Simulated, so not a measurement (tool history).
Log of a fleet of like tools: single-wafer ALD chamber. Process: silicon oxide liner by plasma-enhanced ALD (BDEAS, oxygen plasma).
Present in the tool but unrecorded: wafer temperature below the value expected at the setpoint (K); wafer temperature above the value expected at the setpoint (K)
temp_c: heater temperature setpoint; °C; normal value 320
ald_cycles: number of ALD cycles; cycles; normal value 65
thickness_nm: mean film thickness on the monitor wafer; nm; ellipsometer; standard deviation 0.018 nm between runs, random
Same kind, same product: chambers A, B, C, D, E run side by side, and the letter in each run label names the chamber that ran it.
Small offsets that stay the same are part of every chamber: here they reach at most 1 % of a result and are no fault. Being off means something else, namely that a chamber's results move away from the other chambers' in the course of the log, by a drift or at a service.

run,day,temp_c,ald_cycles,hours since the last thermocouple change,"read-back reference wafer on the same gauge, thickness_nm",thickness_nm
1E,0.338,320,65,2210.6,6.291,5.8399
2C,0.829,320,65,521.1,6.2917,5.8922
3B,1.258,320,65,632,6.2893,5.9141
4D,1.638,320,65,437.2,6.293,5.8748
5A,2.142,313,74,983.2,6.2876,6.7855
6A,2.571,313,74,993.5,6.2876,6.7984
7C,2.996,313,74,573.1,6.2897,6.809
8D,3.488,313,74,481.6,6.2941,6.7368
9E,3.992,313,74,2298.3,6.2876,6.702
10B,4.312,320,65,705.3,6.2847,5.9428
11A,4.575,320,65,1041.6,6.2895,5.9412
12B,4.908,320,65,719.6,6.2918,5.917
13D,5.425,320,65,528.1,6.2901,5.8917
14E,5.925,320,65,2344.7,6.2893,5.8454
15C,6.225,320,65,650.6,6.289,5.9156
16A,6.596,320,65,1090.1,6.2904,5.9211
17D,7.05,320,65,567.1,6.2927,5.9022
18C,7.358,320,65,677.8,6.292,5.9272
19E,7.767,311,75,2388.9,6.2939,6.8375
20B,8.067,311,75,795.4,6.2907,6.9419
21A,8.608,311,75,1138.4,6.2901,6.9205
# day 8.925: chamber E: thermocouple changed; heater temperature recalibrated
22D,9.071,311,75,615.6,6.2896,6.8638
23C,9.379,311,75,726.3,6.2884,6.9313
24E,9.675,320,65,18.1,6.2878,5.856
25B,9.975,320,65,841.2,6.2927,5.9432
26B,10.212,320,65,846.9,6.2874,5.9222
27A,10.617,320,65,1186.6,6.2866,5.9475
28D,10.979,320,65,661.4,6.2926,5.8967
29C,11.242,320,72,771,6.2866,6.5631
30E,11.571,320,72,63.6,6.2854,6.5069
31A,11.954,320,72,1218.7,6.2917,6.5555
32D,12.367,320,72,694.7,6.2893,6.5521
33C,12.692,320,72,805.8,6.2847,6.5253
34E,13.092,320,65,100.1,6.2892,5.8559
35B,13.55,320,71,927,6.2907,6.4581
36B,13.838,320,71,933.9,6.29,6.4897
37E,14.1,320,71,124.3,6.2906,6.4154
38D,14.375,320,71,742.9,6.2903,6.4347
39A,14.696,320,71,1284.5,6.2919,6.4659
40C,15.158,320,65,865,6.2929,5.9258
41E,15.688,320,65,162.4,6.2891,5.8577
42A,16.025,320,65,1316.4,6.2965,5.8842
43B,16.321,312,58,993.5,6.2914,5.3437
44C,16.612,312,58,899.9,6.2847,5.337

Read the log: is a single chamber off, either drifting away or since a service, is the gauge that measures every chamber drifting, or is nothing wrong beyond small per-chamber offsets? Name any odd chamber and what most likely caused it.

Beyond each chamber's small constant offset nothing stands out, and the gauge stays steady.

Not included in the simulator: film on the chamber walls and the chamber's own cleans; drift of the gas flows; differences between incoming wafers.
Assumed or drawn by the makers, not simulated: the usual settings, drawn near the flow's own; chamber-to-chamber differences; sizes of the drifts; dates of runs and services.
